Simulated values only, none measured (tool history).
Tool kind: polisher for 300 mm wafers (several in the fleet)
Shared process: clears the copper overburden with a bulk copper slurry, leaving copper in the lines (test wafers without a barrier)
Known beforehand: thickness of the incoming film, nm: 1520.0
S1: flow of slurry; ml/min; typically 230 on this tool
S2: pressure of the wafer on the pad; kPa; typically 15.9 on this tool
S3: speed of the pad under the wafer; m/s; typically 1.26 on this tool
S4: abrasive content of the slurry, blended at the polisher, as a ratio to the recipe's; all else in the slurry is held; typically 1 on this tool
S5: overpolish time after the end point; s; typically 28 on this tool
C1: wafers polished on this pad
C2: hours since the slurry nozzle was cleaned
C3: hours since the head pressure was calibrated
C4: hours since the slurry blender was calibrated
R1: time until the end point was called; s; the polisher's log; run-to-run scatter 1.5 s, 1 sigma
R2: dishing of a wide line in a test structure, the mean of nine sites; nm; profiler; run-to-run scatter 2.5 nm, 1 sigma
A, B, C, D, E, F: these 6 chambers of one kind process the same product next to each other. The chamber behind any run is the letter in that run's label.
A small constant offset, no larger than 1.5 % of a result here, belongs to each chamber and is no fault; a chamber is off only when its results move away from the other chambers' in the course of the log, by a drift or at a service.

-- hour=5.8 chamber A: slurry nozzle cleaned
run 1D hour=9.4 | S1=230 S2=15.9 S3=1.26 S4=1 S5=28 | C1=1065 C2=482.1 C3=426.3 C4=250.6 | R1=166.39 R2=104.43
run 2F hour=16.3 | S1=230 S2=15.9 S3=1.26 S4=1 S5=28 | C1=233 C2=393.4 C3=182.2 C4=180.1 | R1=166.84 R2=100.89
-- hour=20.2 chamber A: slurry blender recalibrated
run 3A hour=26.7 | S1=230 S2=15.9 S3=1.26 S4=1 S5=28 | C1=1171 C2=21 C3=328.3 C4=6.5 | R1=167.02 R2=103
-- hour=32.9 chamber E: worn pad replaced by a new one
run 4C hour=35.8 | S1=230 S2=15.9 S3=1.26 S4=1 S5=28 | C1=1292 C2=649.9 C3=704 C4=172 | R1=168 R2=100.19
-- hour=42.3 chamber B: slurry blender recalibrated
run 5E hour=42.4 | S1=230 S2=15.9 S3=1.26 S4=1 S5=28 | C1=41 C2=211.1 C3=1049.4 C4=226.7 | R1=166.95 R2=100.4
-- hour=45.8 chamber E: head pressure recalibrated
-- hour=46.7 chamber E: slurry nozzle cleaned
run 6B hour=48.7 | S1=230 S2=10.3 S3=1.26 S4=0.85 S5=28 | C1=689 C2=162.8 C3=243.8 C4=6.5 | R1=266.71 R2=75.965
-- hour=55.1 chamber D: worn pad replaced by a new one
-- hour=55.7 chamber C: worn pad replaced by a new one
run 7A hour=56.5 | S1=230 S2=10.3 S3=1.26 S4=0.85 S5=28 | C1=1301 C2=50.8 C3=358.1 C4=36.3 | R1=257.84 R2=74.285
run 8D hour=61.4 | S1=230 S2=10.3 S3=1.26 S4=0.85 S5=28 | C1=27 C2=534.1 C3=478.3 C4=302.6 | R1=267.92 R2=73.797
-- hour=68.9 chamber A: worn pad replaced by a new one
run 9C hour=70 | S1=230 S2=10.3 S3=1.26 S4=0.85 S5=28 | C1=62 C2=684.1 C3=738.2 C4=206.2 | R1=267.35 R2=76.337
-- hour=72.4 chamber F: slurry nozzle cleaned
-- hour=73.4 chamber F: slurry blender recalibrated
run 10E hour=78.4 | S1=230 S2=10.3 S3=1.26 S4=0.85 S5=28 | C1=198 C2=31.8 C3=32.6 C4=262.7 | R1=266.59 R2=74.055
run 11F hour=87.4 | S1=230 S2=10.3 S3=1.26 S4=0.85 S5=28 | C1=542 C2=15 C3=253.3 C4=14 | R1=263.99 R2=75.023
-- hour=93.8 chamber C: slurry blender recalibrated
run 12B hour=94.8 | S1=230 S2=15.9 S3=1.26 S4=1 S5=28 | C1=889 C2=208.9 C3=289.9 C4=52.6 | R1=168.81 R2=101.29
-- hour=95 chamber F: worn pad replaced by a new one
run 13A hour=105 | S1=230 S2=15.9 S3=1.26 S4=1 S5=28 | C1=157 C2=99.3 C3=406.6 C4=84.8 | R1=166.26 R2=97.785
-- hour=110.2 chamber D: slurry nozzle cleaned
-- hour=110.4 chamber D: slurry blender recalibrated
run 14E hour=111.6 | S1=230 S2=15.9 S3=1.26 S4=1 S5=28 | C1=342 C2=65 C3=65.8 C4=295.9 | R1=169.43 R2=100.38
-- hour=116.4 chamber B: worn pad replaced by a new one
run 15C hour=117.8 | S1=230 S2=15.9 S3=1.26 S4=1 S5=28 | C1=270 C2=731.9 C3=786 C4=24 | R1=169.98 R2=100.53
run 16F hour=123.3 | S1=230 S2=15.9 S3=1.26 S4=1 S5=28 | C1=123 C2=50.9 C3=289.2 C4=49.9 | R1=163.07 R2=105.3
run 17D hour=129.8 | S1=230 S2=15.9 S3=1.26 S4=1 S5=28 | C1=324 C2=19.6 C3=546.7 C4=19.5 | R1=163.47 R2=100.08
run 18B hour=141 | S1=230 S2=15.9 S3=1.26 S4=1 S5=28 | C1=107 C2=255.1 C3=336.1 C4=98.8 | R1=170.98 R2=101.43
run 19E hour=152.2 | S1=230 S2=15.9 S3=1.26 S4=1 S5=28 | C1=518 C2=105.6 C3=106.4 C4=336.5 | R1=168.51 R2=97.214
run 20F hour=157.4 | S1=230 S2=15.9 S3=1.26 S4=1 S5=28 | C1=271 C2=85 C3=323.3 C4=84 | R1=167.15 R2=102.8
run 21C hour=163.4 | S1=230 S2=15.9 S3=1.26 S4=1 S5=28 | C1=468 C2=777.5 C3=831.6 C4=69.6 | R1=167.98 R2=101.69
-- hour=167.5 chamber A: slurry blender recalibrated
run 22A hour=172.2 | S1=230 S2=15.9 S3=1.26 S4=1 S5=28 | C1=449 C2=166.5 C3=473.8 C4=4.8 | R1=164.8 R2=104.46
run 23B hour=181.9 | S1=230 S2=15.9 S3=1.26 S4=1 S5=28 | C1=285 C2=296 C3=377 C4=139.7 | R1=167.47 R2=102.82
run 24D hour=189.7 | S1=230 S2=15.9 S3=1.26 S4=1 S5=28 | C1=585 C2=79.5 C3=606.6 C4=79.4 | R1=165.79 R2=102.13
run 25E hour=196 | S1=175 S2=15.9 S3=1.12 S4=1 S5=28 | C1=709 C2=149.4 C3=150.2 C4=380.3 | R1=201.45 R2=92.039
run 26B hour=203.6 | S1=175 S2=15.9 S3=1.12 S4=1 S5=28 | C1=379 C2=317.7 C3=398.7 C4=161.4 | R1=194.83 R2=100.45
run 27D hour=211.5 | S1=175 S2=15.9 S3=1.12 S4=1 S5=28 | C1=680 C2=101.3 C3=628.4 C4=101.2 | R1=194.92 R2=96.209
run 28C hour=217.1 | S1=175 S2=15.9 S3=1.12 S4=1 S5=28 | C1=702 C2=831.2 C3=885.3 C4=123.3 | R1=195.15 R2=98.331
-- hour=220.4 chamber E: worn pad replaced by a new one
-- hour=225 chamber F: worn pad replaced by a new one
run 29A hour=227.8 | S1=175 S2=15.9 S3=1.12 S4=1 S5=28 | C1=691 C2=222.1 C3=529.4 C4=60.4 | R1=192.23 R2=95.483
run 30F hour=235.2 | S1=175 S2=15.9 S3=1.12 S4=1 S5=28 | C1=44 C2=162.8 C3=401.1 C4=161.8 | R1=195.92 R2=98.469
run 31C hour=241.5 | S1=230 S2=15.9 S3=1.26 S4=1 S5=28 | C1=808 C2=855.6 C3=909.7 C4=147.7 | R1=169.33 R2=103.64
run 32E hour=246.7 | S1=230 S2=12.4 S3=1.26 S4=1 S5=28 | C1=114 C2=200.1 C3=200.9 C4=431 | R1=221.59 R2=85.241
run 33A hour=257.9 | S1=230 S2=12.4 S3=1.26 S4=1 S5=28 | C1=822 C2=252.2 C3=559.5 C4=90.5 | R1=211.56 R2=85.706
-- hour=263.1 chamber C: slurry nozzle cleaned
-- hour=266.5 chamber E: slurry nozzle cleaned
run 34B hour=266.6 | S1=230 S2=12.4 S3=1.26 S4=1 S5=28 | C1=653 C2=380.7 C3=461.7 C4=224.4 | R1=212.51 R2=87.856
run 35F hour=277.3 | S1=230 S2=12.4 S3=1.26 S4=1 S5=28 | C1=227 C2=204.9 C3=443.2 C4=203.9 | R1=210.58 R2=89.203
run 36D hour=285.1 | S1=230 S2=12.4 S3=1.26 S4=1 S5=28 | C1=1000 C2=174.9 C3=702 C4=174.8 | R1=209.2 R2=86.765
run 37B hour=296.1 | S1=230 S2=12.4 S3=1.26 S4=1 S5=28 | C1=781 C2=410.2 C3=491.2 C4=253.9 | R1=216.35 R2=87.144
run 38C hour=302.9 | S1=230 S2=15.9 S3=1.26 S4=0.8 S5=14 | C1=1075 C2=39.8 C3=971.1 C4=209.1 | R1=175.45 R2=66.645
-- hour=304.3 chamber F: slurry blender recalibrated
run 39A hour=314 | S1=230 S2=15.9 S3=1.26 S4=0.8 S5=14 | C1=1066 C2=308.3 C3=615.6 C4=146.6 | R1=174.24 R2=68.336
run 40E hour=321.3 | S1=230 S2=15.9 S3=1.26 S4=0.8 S5=14 | C1=439 C2=54.9 C3=275.5 C4=505.6 | R1=187.11 R2=64.966
run 41F hour=327.1 | S1=230 S2=15.9 S3=1.26 S4=0.8 S5=14 | C1=444 C2=254.7 C3=493 C4=22.8 | R1=173.56 R2=71.813
run 42D hour=337.9 | S1=230 S2=15.9 S3=1.26 S4=0.8 S5=14 | C1=1229 C2=227.7 C3=754.8 C4=227.6 | R1=174.43 R2=67.84

Decide between three cases: one chamber stands off from its peers, the gauge reading all wafers drifts, or nothing is wrong past each chamber's small offset. Where a chamber is off, say which and what most likely put it there.

Little by little, chamber E moves away from the other chambers.
Likeliest cause: abrasive missing from the slurry, % = 30.4.
It could be hard to tell apart here from: head's pressure below its setpoint, %.

Chamber E could run next with any of the 4 candidate recipes listed below; each alters the usual settings, and their results appear as question marks. Which one brings its results back in line with what the other chambers deliver on the usual settings?
To be in line, a result may differ from the other chambers' mean on the usual settings by at most: R1 5.3 s; R2 8.7 nm
run 43E-1 hour=346 | S1=230 S2=16.5 S3=1.3 S4=1 S5=28 | R1=? R2=?
run 43E-2 hour=346 | S1=230 S2=15.9 S3=1.24 S4=1 S5=28 | R1=? R2=?
run 43E-3 hour=346 | S1=230 S2=15.2 S3=1.22 S4=1 S5=28 | R1=? R2=?
run 43E-4 hour=346 | S1=230 S2=15.9 S3=1.28 S4=1 S5=28 | R1=? R2=?

Mean of the other chambers on the usual settings: R1 167.05 s; R2 101.88 nm
run=43E-1 R1=167.09 R2=102.85
run=43E-2 R1=182.74 R2=98.116
run=43E-3 R1=194.06 R2=94.62
run=43E-4 R1=176.99 R2=99.481
The right change is 43E-1: it brings the chamber back within the allowed miss of the others.

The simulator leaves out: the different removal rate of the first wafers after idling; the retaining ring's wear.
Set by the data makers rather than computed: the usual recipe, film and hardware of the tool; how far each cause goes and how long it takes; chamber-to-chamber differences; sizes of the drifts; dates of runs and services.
